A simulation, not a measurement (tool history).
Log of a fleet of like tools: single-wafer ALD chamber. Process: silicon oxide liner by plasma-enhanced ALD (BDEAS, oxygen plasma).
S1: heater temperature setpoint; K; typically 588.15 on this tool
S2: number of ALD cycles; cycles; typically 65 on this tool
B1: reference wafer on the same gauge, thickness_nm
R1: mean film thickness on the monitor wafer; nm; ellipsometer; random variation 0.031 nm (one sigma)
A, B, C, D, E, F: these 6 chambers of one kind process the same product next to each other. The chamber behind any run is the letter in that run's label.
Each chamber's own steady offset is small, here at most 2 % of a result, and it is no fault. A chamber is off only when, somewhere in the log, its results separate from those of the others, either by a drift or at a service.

run,hour,S1,S2,B1,R1
1C,8.1,588.15,65,6.2133,5.9488
2F,19.2,588.15,65,6.2095,5.8773
3D,27.7,588.15,65,6.2091,6.0128
4A,35.4,588.15,65,6.2062,5.9660
5E,46.7,588.15,65,6.2014,5.9435
6B,53.8,588.15,65,6.2136,6.0597
7A,60.3,588.15,65,6.2069,5.9193
8D,72.6,588.15,60,6.2085,5.5411
9B,82.4,588.15,60,6.2126,5.5506
10C,92.1,588.15,60,6.2175,5.4793
11F,104.0,588.15,60,6.2072,5.4443
12E,110.5,588.15,60,6.2057,5.5019
13B,121.2,588.15,60,6.2086,5.5509
14D,131.1,588.15,65,6.2121,5.9348
15F,139.6,588.15,65,6.2081,5.8505
16A,150.0,588.15,65,6.2064,5.9301
17E,161.7,588.15,65,6.2141,5.9238
# hour 167.7: chamber E: thermocouple changed; heater temperature recalibrated
18C,174.4,588.15,65,6.2170,5.9353
19C,187.4,588.15,65,6.2098,5.8765
20E,194.8,588.15,65,6.2059,5.9632
# hour 196.6: chamber D: thermocouple changed; heater temperature recalibrated
21B,205.0,588.15,65,6.2088,6.0143
22A,210.8,574.15,70,6.2095,6.5985
23D,222.8,574.15,70,6.2066,6.5671
24F,233.4,574.15,70,6.2025,6.3982
25B,241.5,574.15,70,6.2090,6.5895
26F,249.4,574.15,70,6.2017,6.4323
27E,256.3,574.15,70,6.2160,6.5187
28C,262.9,588.15,65,6.2128,5.9306
29D,270.9,588.15,65,6.2059,5.9259
30A,281.4,588.15,65,6.2100,5.9492
31B,288.7,588.15,65,6.2146,6.0261
32A,298.4,577.15,53,6.2062,4.9253
33D,308.8,577.15,53,6.2097,4.9044
34F,316.6,577.15,53,6.2119,4.8896
35E,327.4,577.15,53,6.2162,4.8999
36C,335.1,577.15,53,6.2088,4.9055
37B,344.1,577.15,53,6.2057,4.9510

Next, all 6 chambers run the settings below, one line each with question marks for the results. What does each chamber give?
38A,353.5,588.15,65,,?
38B,353.5,588.15,65,,?
38C,353.5,588.15,65,,?
38D,353.5,588.15,65,,?
38E,353.5,588.15,65,,?
38F,353.5,588.15,65,,?

run,R1
38A,5.9931
38B,5.9911
38C,5.9501
38D,5.9454
38E,5.9146
38F,5.8797
